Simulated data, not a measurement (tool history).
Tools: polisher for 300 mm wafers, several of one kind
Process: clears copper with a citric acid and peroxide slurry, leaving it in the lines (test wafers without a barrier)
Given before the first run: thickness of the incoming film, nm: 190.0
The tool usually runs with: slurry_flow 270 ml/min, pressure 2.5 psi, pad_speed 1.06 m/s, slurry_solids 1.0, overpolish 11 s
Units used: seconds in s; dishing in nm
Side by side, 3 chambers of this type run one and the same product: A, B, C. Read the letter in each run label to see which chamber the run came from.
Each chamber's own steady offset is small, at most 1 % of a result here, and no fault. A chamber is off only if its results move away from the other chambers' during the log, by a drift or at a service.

run   hour  slurry_flow  pressure  pad_speed  slurry_solids  overpolish  seconds  dishing
 1C    5.8          270       2.5       1.06            1.0          11  104.100  15.4050
 2B   10.1          270       2.5       1.06            1.0          11  102.620  15.2000
 3A   15.1          270       2.5       1.06            1.0          11  103.200  15.3860
 4B   18.4          270       2.5       1.06            1.0          11  101.590  14.6440
 5A   24.8          270       2.5       1.06            1.0          11  104.830  15.0310
 6C   28.0          270       2.5       1.06            1.0          11  103.910  15.1010
 7A   32.7          270       2.5       1.06            1.0          11  106.780  15.1380
 8C   37.4          270       2.5       1.06            1.0          11  102.950  15.0210
      38.3  -- chamber A: worn pad replaced by a new one
 9B   40.8          270       2.5       1.06            1.0          11  100.420  14.6230
10A   46.3          270       2.5       1.06            1.0          11  103.630  15.1360
11C   52.1          270       2.5       1.06            1.0          11  104.300  14.7150
12B   57.9          270       1.8       0.80            1.0          11  183.020   8.4373
      60.4  -- chamber C: slurry nozzle cleaned
      60.6  -- chamber B: worn pad replaced by a new one
13C   61.5          270       1.8       0.80            1.0          11  182.610   8.7057
14A   66.7          270       1.8       0.80            1.0          11  185.560   8.6767
      68.3  -- chamber C: worn pad replaced by a new one
15B   70.2          270       2.5       1.06            1.0          11  103.680  14.9490
      72.5  -- chamber A: slurry blender recalibrated
16A   73.1          270       2.5       1.06            1.0          11  104.410  15.3560
      77.1  -- chamber A: slurry nozzle cleaned
17C   77.7          270       2.1       1.06            1.0          11  122.260  13.2800
18B   82.8          270       2.1       1.06            1.0          11  120.960  12.8290
19B   87.1          270       2.1       1.06            1.0          11  122.080  13.0560
20C   90.4          270       2.5       1.06            1.0          11  103.050  14.6810
21A   95.5          270       2.5       1.06            1.0          11  105.160  15.0140
22A  100.4          270       2.5       1.06            1.0          11  104.560  14.6790
23C  104.4          270       2.5       1.06            1.0          11  103.450  15.4800
24B  108.8          270       2.5       1.06            1.0          11  101.410  15.3360
25B  113.9          270       2.5       1.06            1.0          11  103.880  15.1290
26A  119.6          270       2.5       1.06            1.0          11  103.860  15.8810
     123.6  -- chamber B: slurry blender recalibrated
27C  125.1          270       2.5       1.06            1.0          11  102.820  15.3060
28A  129.9          270       2.5       1.06            1.0          11  105.880  15.0370
29C  135.0          270       2.5       1.06            1.0          11  102.770  15.5560
30B  140.0          270       2.5       1.06            1.0          11  103.010  14.9200
31C  146.0          270       1.7       1.06            1.0          11  147.570  10.3870
32B  151.1          270       1.7       1.06            1.0          11  148.070  10.7490
     153.0  -- chamber C: slurry blender recalibrated
33A  154.1          270       1.7       1.06            1.0          11  153.260  10.6850
34B  157.4          270       2.5       1.06            1.0          11  102.750  15.4570
     157.8  -- chamber B: head pressure recalibrated
35C  160.8          270       2.5       1.06            1.0          11  103.010  14.8410
36A  166.1          270       2.5       1.06            1.0          11  104.480  15.5500
37B  170.6          270       2.5       1.06            1.0          11  103.950  15.1110
38C  173.7          270       2.5       1.06            1.2           9  100.030  13.1220
     177.8  -- chamber A: worn pad replaced by a new one
39A  177.9          270       2.5       1.06            1.2           9  100.260  12.8000
40A  182.4          270       2.5       1.06            1.2           9   99.948  13.1120
41C  188.0          270       2.5       1.06            1.0          11  103.610  15.1330
42B  193.9          270       2.5       1.06            1.0          11  103.430  15.1510
43B  199.6          270       2.5       1.30            1.0           7   83.420  12.0400

One chamber off, gauge drift, or nothing amiss beyond the chambers' own small offsets? If it is a chamber, which one, and what is the likeliest cause?

All chambers stay in line apart from their small fixed offsets, and the gauge does not drift.
